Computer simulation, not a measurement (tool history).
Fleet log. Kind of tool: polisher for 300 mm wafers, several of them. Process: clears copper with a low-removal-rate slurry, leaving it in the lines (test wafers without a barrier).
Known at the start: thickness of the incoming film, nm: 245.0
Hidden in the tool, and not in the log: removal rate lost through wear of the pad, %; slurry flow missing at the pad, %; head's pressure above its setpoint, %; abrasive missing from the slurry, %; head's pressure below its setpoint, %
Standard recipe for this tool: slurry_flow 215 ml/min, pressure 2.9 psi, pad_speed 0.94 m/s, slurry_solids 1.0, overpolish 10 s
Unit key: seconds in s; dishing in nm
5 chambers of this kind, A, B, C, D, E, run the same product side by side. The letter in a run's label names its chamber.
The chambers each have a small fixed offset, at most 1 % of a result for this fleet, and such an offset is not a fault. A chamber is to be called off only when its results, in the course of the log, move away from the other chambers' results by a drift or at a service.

| run | day | slurry_flow | pressure | pad_speed | slurry_solids | overpolish | wafers polished on this pad | hours since the slurry nozzle was cleaned | hours since the head pressure was calibrated | hours since the slurry blender was calibrated | seconds | dishing |
|---|---|---|---|---|---|---|---|---|---|---|---|---|
| 1B | 0.225 | 215 | 2.9 | 0.94 | 1.0 | 10 | 315 | 286.9 | 518.8 | 86.9 | 81.098 | 17.324 |
| 2A | 0.433 | 215 | 2.9 | 0.94 | 1.0 | 10 | 1258 | 64.6 | 675.3 | 59.3 | 80.063 | 16.166 |
| 3E | 0.812 | 215 | 2.9 | 0.94 | 1.0 | 10 | 567 | 35.2 | 359.3 | 26.8 | 79.167 | 16.594 |
|  | 1.046 | chamber C: slurry blender recalibrated |
| 4D | 1.183 | 215 | 2.9 | 0.94 | 1.0 | 10 | 747 | 400.9 | 805.7 | 115.3 | 81.381 | 16.262 |
| 5C | 1.400 | 215 | 2.9 | 0.94 | 1.0 | 10 | 777 | 677.0 | 709.1 | 8.5 | 79.830 | 16.841 |
| 6B | 1.721 | 215 | 2.9 | 0.94 | 1.0 | 10 | 522 | 322.8 | 554.7 | 122.8 | 79.841 | 16.650 |
|  | 1.858 | chamber A: worn pad replaced by a new one |
|  | 2.092 | chamber E: worn pad replaced by a new one |
| 7E | 2.138 | 215 | 2.9 | 0.94 | 1.0 | 10 | 6 | 67.0 | 391.1 | 58.6 | 80.173 | 16.783 |
| 8C | 2.371 | 215 | 2.9 | 0.94 | 1.0 | 10 | 911 | 700.3 | 732.4 | 31.8 | 82.258 | 16.458 |
| 9D | 2.688 | 215 | 2.9 | 0.94 | 1.0 | 10 | 955 | 437.0 | 841.8 | 151.4 | 79.498 | 16.240 |
|  | 2.950 | chamber B: slurry nozzle cleaned |
| 10A | 3.117 | 215 | 2.9 | 0.94 | 1.0 | 10 | 174 | 129.0 | 739.7 | 123.7 | 80.966 | 16.076 |
|  | 3.238 | chamber C: slurry nozzle cleaned |
| 11A | 3.488 | 215 | 2.9 | 0.94 | 1.0 | 10 | 226 | 137.9 | 748.6 | 132.6 | 81.181 | 16.098 |
| 12C | 3.796 | 215 | 2.9 | 0.94 | 1.0 | 10 | 1109 | 13.5 | 766.6 | 66.0 | 82.639 | 16.409 |
| 13D | 4.046 | 215 | 2.9 | 0.94 | 1.0 | 10 | 1144 | 469.6 | 874.4 | 184.0 | 79.368 | 16.065 |
| 14E | 4.404 | 215 | 2.9 | 0.94 | 1.0 | 10 | 320 | 121.4 | 445.5 | 113.0 | 79.539 | 16.167 |
| 15B | 4.838 | 215 | 2.9 | 0.94 | 1.0 | 10 | 954 | 45.3 | 629.5 | 197.6 | 80.033 | 16.578 |
| 16B | 5.238 | 215 | 2.9 | 0.94 | 0.8 | 10 | 1010 | 54.9 | 639.1 | 207.2 | 83.171 | 16.158 |
| 17A | 5.433 | 215 | 2.9 | 0.94 | 0.8 | 10 | 496 | 184.6 | 795.3 | 179.3 | 83.013 | 15.362 |
| 18C | 5.683 | 215 | 2.9 | 0.94 | 0.8 | 10 | 1371 | 58.8 | 811.9 | 111.3 | 84.480 | 16.069 |
| 19E | 5.900 | 215 | 2.9 | 0.94 | 0.8 | 10 | 528 | 157.3 | 481.4 | 148.9 | 86.060 | 16.038 |
| 20D | 6.104 | 215 | 2.9 | 0.94 | 0.8 | 10 | 1429 | 519.0 | 923.8 | 233.4 | 85.851 | 15.176 |
| 21B | 6.492 | 215 | 3.7 | 0.94 | 1.0 | 10 | 1184 | 85.0 | 669.2 | 237.3 | 63.040 | 18.693 |
| 22C | 6.679 | 215 | 3.7 | 0.94 | 1.0 | 10 | 1509 | 82.7 | 835.8 | 135.2 | 64.298 | 18.780 |
|  | 7.012 | chamber C: worn pad replaced by a new one |
| 23E | 7.054 | 215 | 3.7 | 0.94 | 1.0 | 10 | 688 | 185.0 | 509.1 | 176.6 | 61.557 | 18.947 |
| 24D | 7.421 | 215 | 3.7 | 0.94 | 1.0 | 10 | 1612 | 550.6 | 955.4 | 265.0 | 65.877 | 18.269 |
|  | 7.425 | chamber A: slurry blender recalibrated |
|  | 7.462 | chamber E: worn pad replaced by a new one |
| 25A | 7.633 | 215 | 3.7 | 0.94 | 1.0 | 10 | 801 | 237.4 | 848.1 | 5.0 | 63.493 | 19.068 |
|  | 7.692 | chamber A: head pressure recalibrated |
|  | 7.854 | chamber D: slurry nozzle cleaned |
| 26A | 8.025 | 285 | 2.9 | 0.94 | 1.0 | 10 | 855 | 246.8 | 8.1 | 14.4 | 78.917 | 16.597 |
|  | 8.062 | chamber B: worn pad replaced by a new one |
| 27B | 8.450 | 285 | 2.9 | 0.94 | 1.0 | 10 | 54 | 132.0 | 716.2 | 284.3 | 77.251 | 17.198 |
| 28C | 8.721 | 285 | 2.9 | 0.94 | 1.0 | 10 | 236 | 131.7 | 884.8 | 184.2 | 77.999 | 17.144 |
| 29E | 9.104 | 285 | 2.9 | 0.94 | 1.0 | 10 | 228 | 234.2 | 558.3 | 225.8 | 77.629 | 17.200 |
|  | 9.204 | chamber B: head pressure recalibrated |
| 30D | 9.288 | 285 | 2.9 | 0.94 | 1.0 | 10 | 1870 | 34.5 | 1000.2 | 309.8 | 81.734 | 15.453 |
| 31B | 9.488 | 215 | 2.3 | 1.06 | 1.0 | 10 | 197 | 156.9 | 6.8 | 309.2 | 89.232 | 14.860 |
| 32A | 9.742 | 215 | 2.3 | 1.06 | 1.0 | 10 | 1093 | 288.0 | 49.3 | 55.6 | 90.678 | 14.761 |
| 33C | 10.162 | 215 | 2.3 | 1.06 | 1.0 | 10 | 436 | 166.3 | 919.4 | 218.8 | 91.671 | 14.992 |
| 34E | 10.442 | 215 | 2.3 | 1.06 | 1.0 | 10 | 413 | 266.3 | 590.4 | 257.9 | 90.295 | 15.247 |
| 35D | 10.792 | 215 | 2.3 | 1.06 | 1.0 | 10 | 2079 | 70.6 | 1036.3 | 345.9 | 98.764 | 13.845 |
| 36B | 11.033 | 215 | 2.9 | 0.94 | 1.0 | 10 | 412 | 194.0 | 43.9 | 346.3 | 80.731 | 16.527 |
| 37E | 11.254 | 215 | 2.9 | 0.94 | 1.0 | 10 | 526 | 285.8 | 609.9 | 277.4 | 81.393 | 16.192 |
| 38C | 11.462 | 215 | 2.9 | 0.94 | 1.0 | 10 | 617 | 197.5 | 950.6 | 250.0 | 83.645 | 16.450 |
| 39A | 11.742 | 215 | 2.9 | 0.94 | 1.0 | 10 | 1370 | 336.0 | 97.3 | 103.6 | 79.679 | 15.965 |

Each of the 5 chambers runs these same settings next. Fill in every chamber's results:
| 40A | 12.050 | 215 | 2.9 | 0.94 | 1.0 | 12 |  |  |  |  | ? | ? |
| 40B | 12.050 | 215 | 2.9 | 0.94 | 1.0 | 12 |  |  |  |  | ? | ? |
| 40C | 12.050 | 215 | 2.9 | 0.94 | 1.0 | 12 |  |  |  |  | ? | ? |
| 40D | 12.050 | 215 | 2.9 | 0.94 | 1.0 | 12 |  |  |  |  | ? | ? |
| 40E | 12.050 | 215 | 2.9 | 0.94 | 1.0 | 12 |  |  |  |  | ? | ? |

| run | seconds | dishing |
|---|---|---|
| 40A | 80.790 | 17.875 |
| 40B | 79.369 | 18.775 |
| 40C | 82.526 | 18.353 |
| 40D | 88.342 | 17.175 |
| 40E | 80.751 | 18.217 |
